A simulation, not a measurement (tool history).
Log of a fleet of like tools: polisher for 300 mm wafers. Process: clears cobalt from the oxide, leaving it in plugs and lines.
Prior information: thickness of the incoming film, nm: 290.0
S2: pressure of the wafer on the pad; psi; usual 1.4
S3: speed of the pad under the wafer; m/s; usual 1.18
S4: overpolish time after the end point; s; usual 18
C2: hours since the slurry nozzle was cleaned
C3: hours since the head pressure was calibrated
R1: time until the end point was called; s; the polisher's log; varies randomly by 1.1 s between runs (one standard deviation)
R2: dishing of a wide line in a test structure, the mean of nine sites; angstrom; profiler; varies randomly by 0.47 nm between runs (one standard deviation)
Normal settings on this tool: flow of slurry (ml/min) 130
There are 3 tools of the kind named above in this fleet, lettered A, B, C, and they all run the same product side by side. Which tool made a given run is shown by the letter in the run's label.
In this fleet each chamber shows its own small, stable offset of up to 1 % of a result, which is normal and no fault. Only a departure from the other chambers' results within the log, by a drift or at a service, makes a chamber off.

{"run": "1A", "hour": 10.1, "flow of slurry (ml/min)": 130, "S2": 1.4, "S3": 1.18, "S4": 18, "wafers polished on this pad": 143, "C2": 153.3, "C3": 596.1, "R1": 74.11, "R2": 353.85}
{"run": "2C", "hour": 16.8, "flow of slurry (ml/min)": 130, "S2": 1.4, "S3": 1.18, "S4": 18, "wafers polished on this pad": 785, "C2": 162.6, "C3": 360.8, "R1": 75.22, "R2": 347.05}
{"hour": 24.9, "done": "chamber B: worn pad replaced by a new one"}
{"hour": 26.9, "done": "chamber C: worn pad replaced by a new one"}
{"run": "3B", "hour": 29.5, "flow of slurry (ml/min)": 130, "S2": 1.4, "S3": 1.18, "S4": 18, "wafers polished on this pad": 52, "C2": 311.1, "C3": 633.9, "R1": 74.711, "R2": 343.35}
{"hour": 34.8, "done": "chamber B: slurry nozzle cleaned"}
{"hour": 40.4, "done": "chamber A: worn pad replaced by a new one"}
{"run": "4B", "hour": 43.6, "flow of slurry (ml/min)": 130, "S2": 1.4, "S3": 1.18, "S4": 18, "wafers polished on this pad": 211, "C2": 8.8, "C3": 648.0, "R1": 74.725, "R2": 355.17}
{"run": "5C", "hour": 52.6, "flow of slurry (ml/min)": 90, "S2": 1.4, "S3": 1.18, "S4": 18, "wafers polished on this pad": 290, "C2": 198.4, "C3": 396.6, "R1": 82.263, "R2": 343.86}
{"run": "6A", "hour": 61.6, "flow of slurry (ml/min)": 90, "S2": 1.4, "S3": 1.18, "S4": 18, "wafers polished on this pad": 240, "C2": 204.8, "C3": 647.6, "R1": 80.441, "R2": 334.34}
{"run": "7B", "hour": 69.7, "flow of slurry (ml/min)": 90, "S2": 1.4, "S3": 1.18, "S4": 18, "wafers polished on this pad": 506, "C2": 34.9, "C3": 674.1, "R1": 79.459, "R2": 340.71}
{"hour": 80.4, "done": "chamber B: worn pad replaced by a new one"}
{"run": "8A", "hour": 81.2, "flow of slurry (ml/min)": 130, "S2": 1.4, "S3": 1.18, "S4": 18, "wafers polished on this pad": 461, "C2": 224.4, "C3": 667.2, "R1": 73.251, "R2": 353.19}
{"hour": 83.2, "done": "chamber A: worn pad replaced by a new one"}
{"run": "9C", "hour": 88.5, "flow of slurry (ml/min)": 130, "S2": 1.4, "S3": 1.18, "S4": 18, "wafers polished on this pad": 695, "C2": 234.3, "C3": 432.5, "R1": 71.988, "R2": 344.39}
{"hour": 93.9, "done": "chamber C: worn pad replaced by a new one"}
{"run": "10C", "hour": 95.5, "flow of slurry (ml/min)": 130, "S2": 1.4, "S3": 1.18, "S4": 18, "wafers polished on this pad": 18, "C2": 241.3, "C3": 439.5, "R1": 70.973, "R2": 353.07}
{"run": "11B", "hour": 109.7, "flow of slurry (ml/min)": 130, "S2": 1.4, "S3": 1.18, "S4": 18, "wafers polished on this pad": 331, "C2": 74.9, "C3": 714.1, "R1": 75.035, "R2": 354.5}
{"run": "12A", "hour": 122.9, "flow of slurry (ml/min)": 130, "S2": 1.4, "S3": 1.18, "S4": 18, "wafers polished on this pad": 448, "C2": 266.1, "C3": 708.9, "R1": 77.868, "R2": 349.22}
{"run": "13A", "hour": 131.0, "flow of slurry (ml/min)": 130, "S2": 1.4, "S3": 1.18, "S4": 18, "wafers polished on this pad": 540, "C2": 274.2, "C3": 717.0, "R1": 79.254, "R2": 346.6}
{"hour": 132.5, "done": "chamber B: worn pad replaced by a new one"}
{"hour": 137.3, "done": "chamber A: worn pad replaced by a new one"}
{"run": "14C", "hour": 138.6, "flow of slurry (ml/min)": 130, "S2": 1.4, "S3": 1.18, "S4": 18, "wafers polished on this pad": 505, "C2": 284.4, "C3": 482.6, "R1": 72.392, "R2": 341.92}
{"run": "15B", "hour": 145.4, "flow of slurry (ml/min)": 130, "S2": 1.4, "S3": 1.18, "S4": 18, "wafers polished on this pad": 145, "C2": 110.6, "C3": 749.8, "R1": 72.28, "R2": 360.0}
{"run": "16A", "hour": 153.1, "flow of slurry (ml/min)": 130, "S2": 1.4, "S3": 1.18, "S4": 18, "wafers polished on this pad": 178, "C2": 296.3, "C3": 739.1, "R1": 78.887, "R2": 357.05}
{"run": "17B", "hour": 161.3, "flow of slurry (ml/min)": 130, "S2": 1.4, "S3": 1.18, "S4": 18, "wafers polished on this pad": 325, "C2": 126.5, "C3": 765.7, "R1": 71.671, "R2": 352.04}
{"hour": 164.5, "done": "chamber C: worn pad replaced by a new one"}
{"run": "18C", "hour": 171.5, "flow of slurry (ml/min)": 130, "S2": 1.4, "S3": 1.18, "S4": 18, "wafers polished on this pad": 79, "C2": 317.3, "C3": 515.5, "R1": 72.159, "R2": 360.85}
{"run": "19B", "hour": 180.7, "flow of slurry (ml/min)": 130, "S2": 1.4, "S3": 1.18, "S4": 18, "wafers polished on this pad": 544, "C2": 145.9, "C3": 785.1, "R1": 72.604, "R2": 350.28}
{"hour": 183.8, "done": "chamber A: slurry nozzle cleaned"}
{"hour": 189.0, "done": "chamber A: worn pad replaced by a new one"}
{"hour": 189.7, "done": "chamber C: slurry nozzle cleaned"}
{"run": "20A", "hour": 193.5, "flow of slurry (ml/min)": 130, "S2": 1.4, "S3": 1.18, "S4": 18, "wafers polished on this pad": 51, "C2": 9.7, "C3": 779.5, "R1": 79.348, "R2": 346.14}
{"run": "21C", "hour": 202.2, "flow of slurry (ml/min)": 130, "S2": 0.9, "S3": 1.18, "S4": 25, "wafers polished on this pad": 426, "C2": 12.6, "C3": 546.2, "R1": 109.93, "R2": 333.28}
{"run": "22C", "hour": 215.3, "flow of slurry (ml/min)": 130, "S2": 0.9, "S3": 1.18, "S4": 25, "wafers polished on this pad": 574, "C2": 25.7, "C3": 559.3, "R1": 110.54, "R2": 342.53}
{"run": "23A", "hour": 229.4, "flow of slurry (ml/min)": 130, "S2": 0.9, "S3": 1.18, "S4": 25, "wafers polished on this pad": 457, "C2": 45.6, "C3": 815.4, "R1": 128.63, "R2": 321.73}

Which is it: a chamber that has drifted or been left off by a service, a gauge drift common to all chambers, or only each chamber's usual small offset? If a chamber is off, name it and its likeliest cause.

It is chamber A that slowly wanders off from its peers.
Cause: head's pressure below its setpoint, % = 11.7.

Chamber A could run next with any of the 4 candidate recipes listed below; each alters the usual settings, and their results appear as question marks. Which one brings its results back in line with what the other chambers deliver on the usual settings?
A result is in line if it is within this distance of the other chambers' mean on the usual settings: R1 3.800 s; R2 16.00 angstrom
{"run": "24A-1", "hour": 240.0, "flow of slurry (ml/min)": 130, "S2": 1.5, "S3": 1.26, "S4": 17, "R1": "?", "R2": "?"}
{"run": "24A-2", "hour": 240.0, "flow of slurry (ml/min)": 130, "S2": 1.3, "S3": 1.1, "S4": 19, "R1": "?", "R2": "?"}
{"run": "24A-3", "hour": 240.0, "flow of slurry (ml/min)": 130, "S2": 1.4, "S3": 1.2, "S4": 18, "R1": "?", "R2": "?"}
{"run": "24A-4", "hour": 240.0, "flow of slurry (ml/min)": 130, "S2": 1.4, "S3": 1.16, "S4": 18, "R1": "?", "R2": "?"}

On the usual settings, the other chambers give on average: R1 73.207 s; R2 350.95 angstrom
run=24A-1 R1=72.952 R2=346.14
run=24A-2 R1=96.200 R2=321.75
run=24A-3 R1=81.986 R2=337.63
run=24A-4 R1=84.810 R2=332.55
Change 24A-1 lands the chamber within the allowed miss of the other chambers.
